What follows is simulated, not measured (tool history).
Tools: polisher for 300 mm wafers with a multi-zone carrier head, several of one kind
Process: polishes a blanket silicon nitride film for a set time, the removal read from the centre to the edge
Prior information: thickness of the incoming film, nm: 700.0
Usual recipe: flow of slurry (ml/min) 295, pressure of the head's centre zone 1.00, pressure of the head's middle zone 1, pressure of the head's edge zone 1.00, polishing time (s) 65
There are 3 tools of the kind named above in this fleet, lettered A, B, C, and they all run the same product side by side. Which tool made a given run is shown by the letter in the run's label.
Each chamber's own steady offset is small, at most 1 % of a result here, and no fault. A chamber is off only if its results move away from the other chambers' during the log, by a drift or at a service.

run,hour,flow of slurry (ml/min),pressure of the head's centre zone,pressure of the head's middle zone,pressure of the head's edge zone,polishing time (s),wafers polished on this pad,hours since the slurry nozzle was cleaned,hours since the centre zone pressure was calibrated,hours since the edge zone pressure was calibrated,film removed at the wafer's centre (nm),film removed at mid-radius (nm),film removed at the wafer's edge (nm)
# hour 5.8: chamber A: worn pad replaced by a new one
1C,7.0,295,1.00,1,1.00,65,398,67.7,524.6,343.8,130.00,131.16,128.62
2B,14.1,295,1.00,1,1.00,65,701,55.0,1185.2,163.0,129.48,130.89,128.93
3A,20.0,295,1.00,1,1.00,65,175,105.1,1356.3,141.0,127.57,130.98,129.86
4B,30.3,295,1.00,1,1.00,65,900,71.2,1201.4,179.2,127.77,129.06,130.52
# hour 35.5: chamber C: worn pad replaced by a new one
5C,39.5,375,1.00,1,1.04,65,50,100.2,557.1,376.3,136.69,134.72,134.30
6A,48.6,375,1.00,1,1.04,65,528,133.7,1384.9,169.6,133.48,133.13,136.12
7A,56.5,375,1.00,1,1.04,65,626,141.6,1392.8,177.5,134.47,133.47,132.04
8B,62.9,295,1.00,1,1.00,65,1303,103.8,1234.0,211.8,131.55,129.16,130.33
# hour 65.7: chamber B: worn pad replaced by a new one
9C,73.8,295,1.00,1,1.00,65,473,134.5,591.4,410.6,128.55,131.52,129.86
# hour 82.0: chamber A: worn pad replaced by a new one
10B,83.9,295,1.00,1,1.00,65,225,124.8,1255.0,232.8,131.69,127.84,129.94
11A,92.0,295,1.00,1,1.00,65,124,177.1,1428.3,213.0,129.91,129.66,128.27
12C,96.9,295,1.00,1,1.00,65,758,157.6,614.5,433.7,128.47,130.53,128.55
# hour 101.6: chamber C: worn pad replaced by a new one
13B,104.7,295,1.00,1,1.00,65,482,145.6,1275.8,253.6,132.10,128.45,130.73
14C,115.3,295,1.00,1,1.00,65,169,176.0,632.9,452.1,126.45,130.33,130.41
15A,124.7,295,1.00,1,1.00,65,527,209.8,1461.0,245.7,127.47,129.97,131.38
16C,134.2,295,1.00,1,1.08,65,403,194.9,651.8,471.0,131.06,130.25,133.63
# hour 138.2: chamber C: centre zone pressure recalibrated
17B,142.9,295,1.00,1,1.08,65,953,183.8,1314.0,291.8,130.83,129.81,135.22
# hour 143.6: chamber A: worn pad replaced by a new one
18A,153.0,295,1.00,1,1.08,65,116,238.1,1489.3,274.0,129.80,128.96,133.00
19C,161.4,295,1.00,1,1.00,65,738,222.1,23.3,498.2,132.30,130.31,131.36
20A,170.7,295,1.00,1,1.00,65,334,255.8,1507.0,291.7,128.57,129.58,130.06
# hour 174.1: chamber B: worn pad replaced by a new one
21B,175.5,295,1.00,1,1.00,65,17,216.4,1346.6,324.4,125.88,128.40,129.62
# hour 175.8: chamber C: worn pad replaced by a new one
22A,185.7,295,1.00,1,1.00,65,519,270.8,1522.0,306.7,129.48,130.02,128.56
# hour 190.2: chamber A: centre zone pressure recalibrated
23B,190.8,295,1.00,1,1.00,65,206,231.7,1361.9,339.7,127.23,128.30,129.38
24C,198.0,295,1.00,1,1.00,65,274,258.7,59.9,534.8,130.87,130.51,129.55
25C,206.5,295,1.00,1,1.00,65,379,267.2,68.4,543.3,129.21,132.05,130.66
# hour 212.2: chamber A: worn pad replaced by a new one
26B,212.8,295,1.00,1,1.00,65,477,253.7,1383.9,361.7,127.83,130.52,128.70
27A,218.1,295,1.00,1,1.00,65,73,303.2,27.9,339.1,142.03,129.54,130.25
28C,226.5,295,1.00,1,1.00,65,626,287.2,88.4,563.3,129.92,130.36,130.18
29A,236.1,295,1.00,1,1.00,65,295,321.2,45.9,357.1,141.52,128.30,129.39
# hour 238.4: chamber C: worn pad replaced by a new one
30B,242.8,295,1.00,1,1.00,65,848,283.7,1413.9,391.7,128.95,128.53,129.95
# hour 245.2: chamber A: slurry nozzle cleaned
31C,249.9,295,1.00,1,1.00,65,142,310.6,111.8,586.7,128.23,130.48,130.34
32B,260.5,295,1.00,1,1.00,65,1066,301.4,1431.6,409.4,130.88,128.17,127.83
33A,269.5,295,1.00,1,1.00,65,707,24.4,79.3,390.5,141.57,130.28,130.36
# hour 272.4: chamber B: edge zone pressure recalibrated
34C,279.6,295,1.00,1,1.00,65,508,340.3,141.5,616.4,129.52,131.65,128.43
# hour 282.9: chamber B: centre zone pressure recalibrated
35A,285.7,295,1.00,1,1.00,65,907,40.6,95.5,406.7,145.25,131.04,129.77
# hour 287.8: chamber B: worn pad replaced by a new one
# hour 289.7: chamber A: worn pad replaced by a new one
36B,290.5,295,1.00,1,1.00,65,33,331.4,7.6,18.1,130.68,129.04,129.07
37B,297.2,295,1.00,1,1.00,65,116,338.1,14.3,24.8,133.65,128.81,130.39
# hour 301.3: chamber C: worn pad replaced by a new one
38A,305.6,350,1.00,1,1.00,55,197,60.5,115.4,426.6,123.00,111.13,111.93
39C,311.6,350,1.00,1,1.00,55,128,372.3,173.5,648.4,111.69,113.36,111.97
40B,322.4,350,1.00,1,1.00,55,427,363.3,39.5,50.0,109.91,111.08,112.04
41C,332.3,295,0.95,1,1.00,77,383,393.0,194.2,669.1,146.54,154.71,155.05
42A,338.8,295,0.95,1,1.00,77,607,93.7,148.6,459.8,158.25,156.06,154.61
43B,344.1,295,0.95,1,1.00,77,695,385.0,61.2,71.7,146.63,152.89,152.52

For the next run the whole fleet of 3 chambers uses the same settings. Give each chamber's results:
44A,351.9,295,1.00,1,1.00,65,,,,,?,?,?
44B,351.9,295,1.00,1,1.00,65,,,,,?,?,?
44C,351.9,295,1.00,1,1.00,65,,,,,?,?,?

run,film removed at the wafer's centre (nm),film removed at mid-radius (nm),film removed at the wafer's edge (nm)
44A,142.50,130.83,128.25
44B,132.61,130.95,129.77
44C,130.42,130.00,129.18

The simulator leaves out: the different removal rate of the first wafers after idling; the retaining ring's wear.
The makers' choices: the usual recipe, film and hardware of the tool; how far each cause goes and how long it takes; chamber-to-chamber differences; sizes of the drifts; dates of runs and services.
